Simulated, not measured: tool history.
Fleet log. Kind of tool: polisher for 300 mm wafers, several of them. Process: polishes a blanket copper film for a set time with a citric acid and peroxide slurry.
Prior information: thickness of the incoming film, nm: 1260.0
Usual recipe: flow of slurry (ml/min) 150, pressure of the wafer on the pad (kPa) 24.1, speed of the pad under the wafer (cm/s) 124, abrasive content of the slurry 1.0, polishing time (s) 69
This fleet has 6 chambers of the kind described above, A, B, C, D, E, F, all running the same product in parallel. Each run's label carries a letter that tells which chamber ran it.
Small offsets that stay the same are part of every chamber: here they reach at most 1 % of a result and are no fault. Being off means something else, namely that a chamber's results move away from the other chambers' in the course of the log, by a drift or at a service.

run   hour  flow of slurry (ml/min)  pressure of the wafer on the pad (kPa)  speed of the pad under the wafer (cm/s)  abrasive content of the slurry  polishing time (s)  wafers polished on this pad  hours since the slurry nozzle was cleaned  hours since the head pressure was calibrated  hours since the slurry blender was calibrated  film removed (angstrom)
       4.0  -- chamber B: worn pad replaced by a new one
       5.1  -- chamber C: worn pad replaced by a new one
 1C    7.7                      150                                    24.1                                      124                             1.0                  69                           22                                      312.7                                         421.0                                          114.9                   1856.0
      10.9  -- chamber E: worn pad replaced by a new one
 2D   11.5                      150                                    24.1                                      124                             1.0                  69                          216                                      384.1                                         921.3                                          311.5                   1872.2
 3E   16.6                      150                                    24.1                                      124                             1.0                  69                           49                                       23.7                                         225.8                                          150.6                   1808.8
 4F   22.1                      150                                    24.1                                      124                             1.0                  69                          705                                      474.0                                         957.3                                           94.2                   1829.1
 5A   29.3                      150                                    18.6                                      124                             1.0                  59                          485                                      287.1                                         331.8                                          145.2                   1233.5
      31.6  -- chamber F: worn pad replaced by a new one
 6B   35.2                      150                                    18.6                                      124                             1.0                  59                          268                                      527.1                                         671.9                                           67.2                   1229.3
 7A   38.6                      150                                    18.6                                      124                             1.0                  59                          565                                      296.4                                         341.1                                          154.5                   1237.5
 8B   43.7                      150                                    18.6                                      124                             1.0                  59                          341                                      535.6                                         680.4                                           75.7                   1202.5
      49.2  -- chamber D: head pressure recalibrated
 9F   51.0                      150                                    18.6                                      124                             1.0                  59                          166                                      502.9                                         986.2                                          123.1                   1229.6
      52.2  -- chamber A: head pressure recalibrated
10C   54.7                      150                                    18.6                                      124                             1.0                  59                          426                                      359.7                                         468.0                                          161.9                   1205.6
      57.0  -- chamber C: head pressure recalibrated
11D   61.9                      150                                    24.1                                      124                             1.0                  69                          650                                      434.5                                          12.8                                          361.9                   1875.5
      67.3  -- chamber A: worn pad replaced by a new one
12E   69.6                      150                                    24.1                                      124                             1.0                  69                          505                                       76.7                                         278.8                                          203.6                   1827.9
      70.7  -- chamber A: slurry blender recalibrated
      73.0  -- chamber D: slurry blender recalibrated
      74.4  -- chamber E: worn pad replaced by a new one
13D   76.1                      150                                    24.1                                      124                             1.0                  69                          772                                      448.7                                          27.0                                            3.2                   1838.9
14F   80.9                      150                                    24.1                                      124                             1.0                  69                          423                                      532.8                                        1016.1                                          153.0                   1821.2
      81.5  -- chamber C: worn pad replaced by a new one
      85.3  -- chamber D: worn pad replaced by a new one
      86.7  -- chamber B: slurry nozzle cleaned
15B   87.8                      120                                    24.1                                      124                             1.0                  69                          720                                        1.2                                         724.5                                          119.8                   1758.1
16A   91.6                      120                                    24.1                                      124                             1.0                  69                          209                                      349.4                                          39.5                                           20.9                   1769.3
      96.4  -- chamber F: head pressure recalibrated
17C   99.0                      120                                    24.1                                      124                             1.0                  69                          150                                      404.0                                          42.1                                          206.2                   1785.5
18E  106.5                      120                                    24.1                                      124                             1.0                  69                          276                                      113.6                                         315.7                                          240.5                   1755.5
19E  111.0                      120                                    24.1                                      124                             1.0                  69                          315                                      118.1                                         320.2                                          245.0                   1747.7
     113.2  -- chamber F: worn pad replaced by a new one
20C  117.5                      120                                    24.1                                      124                             1.0                  69                          309                                      422.5                                          60.6                                          224.7                   1743.7
21F  122.9                      150                                    29.6                                      124                             1.0                  69                           83                                      574.8                                          26.6                                          195.0                   1993.3
22A  127.0                      150                                    29.6                                      124                             1.0                  69                          513                                      384.8                                          74.9                                           56.3                   2266.0
     130.6  -- chamber E: worn pad replaced by a new one
     133.0  -- chamber F: slurry blender recalibrated
23B  134.4                      150                                    29.6                                      124                             1.0                  69                         1121                                       47.8                                         771.1                                          166.4                   2236.7
24D  141.9                      150                                    29.6                                      124                             1.0                  69                          487                                      514.5                                          92.8                                           69.0                   2274.1
     142.6  -- chamber C: worn pad replaced by a new one
25D  149.1                      150                                    29.6                                      124                             1.0                  69                          549                                      521.7                                         100.0                                           76.2                   2241.9
26B  156.0                      150                                    29.6                                      124                             1.0                  69                         1306                                       69.4                                         792.7                                          188.0                   2255.6
     159.4  -- chamber B: worn pad replaced by a new one
     161.1  -- chamber A: worn pad replaced by a new one
27C  162.3                      150                                    24.1                                      124                             1.0                  69                          169                                      467.3                                         105.4                                          269.5                   1800.4
28A  168.0                      150                                    24.1                                      124                             1.0                  69                           59                                      425.8                                         115.9                                           97.3                   1882.4
     169.9  -- chamber D: worn pad replaced by a new one
29F  172.1                      150                                    24.1                                      124                             1.0                  69                          506                                      624.0                                          75.8                                           39.2                   1615.8
30E  175.7                      185                                    24.1                                      124                             0.8                  69                          388                                      182.8                                         384.9                                          309.7                   1801.5
31A  183.0                      185                                    24.1                                      124                             0.8                  69                          188                                      440.8                                         130.9                                          112.3                   1808.8
     185.2  -- chamber E: worn pad replaced by a new one
32D  187.4                      185                                    24.1                                      124                             0.8                  69                          150                                      560.0                                         138.3                                          114.5                   1830.3
33C  193.2                      185                                    24.1                                      124                             0.8                  69                          435                                      498.2                                         136.3                                          300.4                   1808.8
     197.5  -- chamber E: slurry blender recalibrated
34B  198.9                      185                                    24.1                                      124                             0.8                  69                          340                                      112.3                                         835.6                                          230.9                   1818.7
35F  203.9                      185                                    24.1                                      124                             0.8                  69                          780                                      655.8                                         107.6                                           71.0                   1613.9
36E  208.4                      150                                    24.1                                      124                             1.0                  69                          199                                      215.5                                         417.6                                           11.0                   1830.4
37C  215.0                      150                                    24.1                                      124                             1.0                  69                          622                                      520.0                                         158.1                                          322.2                   1856.0

Is one chamber out of step, is the gauge drifting, or do the chambers differ by no more than their own small offsets? For an off chamber, give its letter and the likeliest cause.

Chamber F has stood off from the others ever since a service on it.
Likeliest cause: head's pressure below its setpoint, % = 11.

Here are 4 candidates for chamber F's next run, each the usual settings with a change, their results left as question marks. Which one brings its results back in line with what the others give on the usual settings?
In line here means within this much of the mean the other chambers give on the usual settings: film removed (angstrom) 57.0
38F-1  220.5                      150                                    24.1                                      124                            0.95                  57                                                                                                                                                                                             ?
38F-2  220.5                      150                                    24.8                                      130                            1.00                  72                                                                                                                                                                                             ?
38F-3  220.5                      150                                    26.9                                      124                            1.00                  76                                                                                                                                                                                             ?
38F-4  220.5                      150                                    22.8                                      118                            1.00                  69                                                                                                                                                                                             ?

On the usual settings, the other chambers give on average: film removed (angstrom) 1839.4
  run  film removed (angstrom)
38F-1                   1351.2
38F-2                   1858.0
38F-3                   2021.8
38F-4                   1486.5
38F-2 puts the chamber back in line with the other chambers.

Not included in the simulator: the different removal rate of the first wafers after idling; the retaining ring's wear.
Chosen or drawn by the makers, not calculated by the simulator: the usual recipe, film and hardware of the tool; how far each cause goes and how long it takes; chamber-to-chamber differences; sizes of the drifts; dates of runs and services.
